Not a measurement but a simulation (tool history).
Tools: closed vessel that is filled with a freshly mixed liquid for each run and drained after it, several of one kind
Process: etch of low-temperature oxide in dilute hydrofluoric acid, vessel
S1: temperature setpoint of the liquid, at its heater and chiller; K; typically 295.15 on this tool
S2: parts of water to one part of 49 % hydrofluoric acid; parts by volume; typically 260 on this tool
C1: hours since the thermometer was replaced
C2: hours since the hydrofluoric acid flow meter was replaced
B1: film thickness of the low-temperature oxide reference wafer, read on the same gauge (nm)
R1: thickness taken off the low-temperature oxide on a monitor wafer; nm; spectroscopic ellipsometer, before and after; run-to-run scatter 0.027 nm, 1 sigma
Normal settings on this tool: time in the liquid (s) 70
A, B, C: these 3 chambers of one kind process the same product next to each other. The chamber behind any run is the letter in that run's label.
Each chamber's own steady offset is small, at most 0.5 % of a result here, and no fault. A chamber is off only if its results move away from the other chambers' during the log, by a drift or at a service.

Run 1A, hour 7.9: usual settings; C1 331.9; C2 1157.1; B1 79.993. Result: R1 4.2225 nm.
Run 2C, hour 16.2: usual settings; C1 1095; C2 1489.4; B1 80.027. Result: R1 4.258 nm.
Run 3B, hour 21.8: usual settings; C1 222.2; C2 695.1; B1 80.016. Result: R1 4.3209 nm.
Run 4C, hour 27.9: usual settings; C1 1106.7; C2 1501.1; B1 79.988. Result: R1 4.2851 nm.
Run 5A, hour 35.8: usual settings but S2 360 parts by volume, time in the liquid (s) 55; C1 359.8; C2 1185; B1 79.995. Result: R1 2.1888 nm.
Run 6B, hour 43.3: usual settings but S2 360 parts by volume, time in the liquid (s) 55; C1 243.7; C2 716.6; B1 79.997. Result: R1 2.2172 nm.
Run 7B, hour 51.5: usual settings but S2 360 parts by volume, time in the liquid (s) 55; C1 251.9; C2 724.8; B1 80.007. Result: R1 2.2187 nm.
Run 8C, hour 59.2: usual settings; C1 1138; C2 1532.4; B1 79.987. Result: R1 4.2784 nm.
Run 9A, hour 64.5: usual settings; C1 388.5; C2 1213.7; B1 80.003. Result: R1 4.2593 nm.
Run 10B, hour 75: usual settings but S1 298.15 K, S2 350 parts by volume; C1 275.4; C2 748.3; B1 80.03. Result: R1 3.2513 nm.
Run 11A, hour 85.2: usual settings but S1 298.15 K, S2 350 parts by volume; C1 409.2; C2 1234.4; B1 80.01. Result: R1 3.2226 nm.
Run 12C, hour 91.4: usual settings but S1 298.15 K, S2 350 parts by volume; C1 1170.2; C2 1564.6; B1 80.015. Result: R1 3.2535 nm.
At hour 93.6: chamber B: hydrofluoric acid flow meter replaced.
Run 13B, hour 100.9: usual settings; C1 301.3; C2 7.3; B1 79.99. Result: R1 4.3013 nm.
Run 14A, hour 108.4: usual settings; C1 432.4; C2 1257.6; B1 80.03. Result: R1 4.2939 nm.
Run 15C, hour 114.8: usual settings; C1 1193.6; C2 1588; B1 79.993. Result: R1 4.3093 nm.
Run 16A, hour 122.5: usual settings but S1 293.15 K, S2 325 parts by volume; C1 446.5; C2 1271.7; B1 80.015. Result: R1 2.973 nm.
Run 17C, hour 129.7: usual settings but S1 293.15 K, S2 325 parts by volume; C1 1208.5; C2 1602.9; B1 80.031. Result: R1 3.0033 nm.
Run 18B, hour 139.5: usual settings but S1 293.15 K, S2 325 parts by volume; C1 339.9; C2 45.9; B1 80.035. Result: R1 3.1042 nm.
Run 19A, hour 144.8: usual settings; C1 468.8; C2 1294; B1 79.96. Result: R1 4.3043 nm.
Run 20B, hour 150.2: usual settings; C1 350.6; C2 56.6; B1 80.024. Result: R1 4.4782 nm.
Run 21C, hour 160: usual settings but S2 325 parts by volume, time in the liquid (s) 95; C1 1238.8; C2 1633.2; B1 80.045. Result: R1 4.3607 nm.
Run 22A, hour 166.2: usual settings but S2 325 parts by volume, time in the liquid (s) 95; C1 490.2; C2 1315.4; B1 80.044. Result: R1 4.3527 nm.
Run 23B, hour 174.7: usual settings but S2 325 parts by volume, time in the liquid (s) 95; C1 375.1; C2 81.1; B1 80.031. Result: R1 4.5723 nm.
Run 24C, hour 180.8: usual settings; C1 1259.6; C2 1654; B1 80.049. Result: R1 4.283 nm.
Run 25C, hour 186.3: usual settings; C1 1265.1; C2 1659.5; B1 80.011. Result: R1 4.2942 nm.
Run 26B, hour 193.1: usual settings; C1 393.5; C2 99.5; B1 80.002. Result: R1 4.5806 nm.
Run 27A, hour 202: usual settings; C1 526; C2 1351.2; B1 80.005. Result: R1 4.275 nm.

All chambers now run identical settings, listed one chamber a line with results as question marks. What results will each chamber show?
Run 28A, hour 209.6: usual settings but S2 140 parts by volume. Result: R1 ?.
Run 28B, hour 209.6: usual settings but S2 140 parts by volume. Result: R1 ?.
Run 28C, hour 209.6: usual settings but S2 140 parts by volume. Result: R1 ?.

run      R1
28A  9.1399
28B  9.7192
28C  8.9467
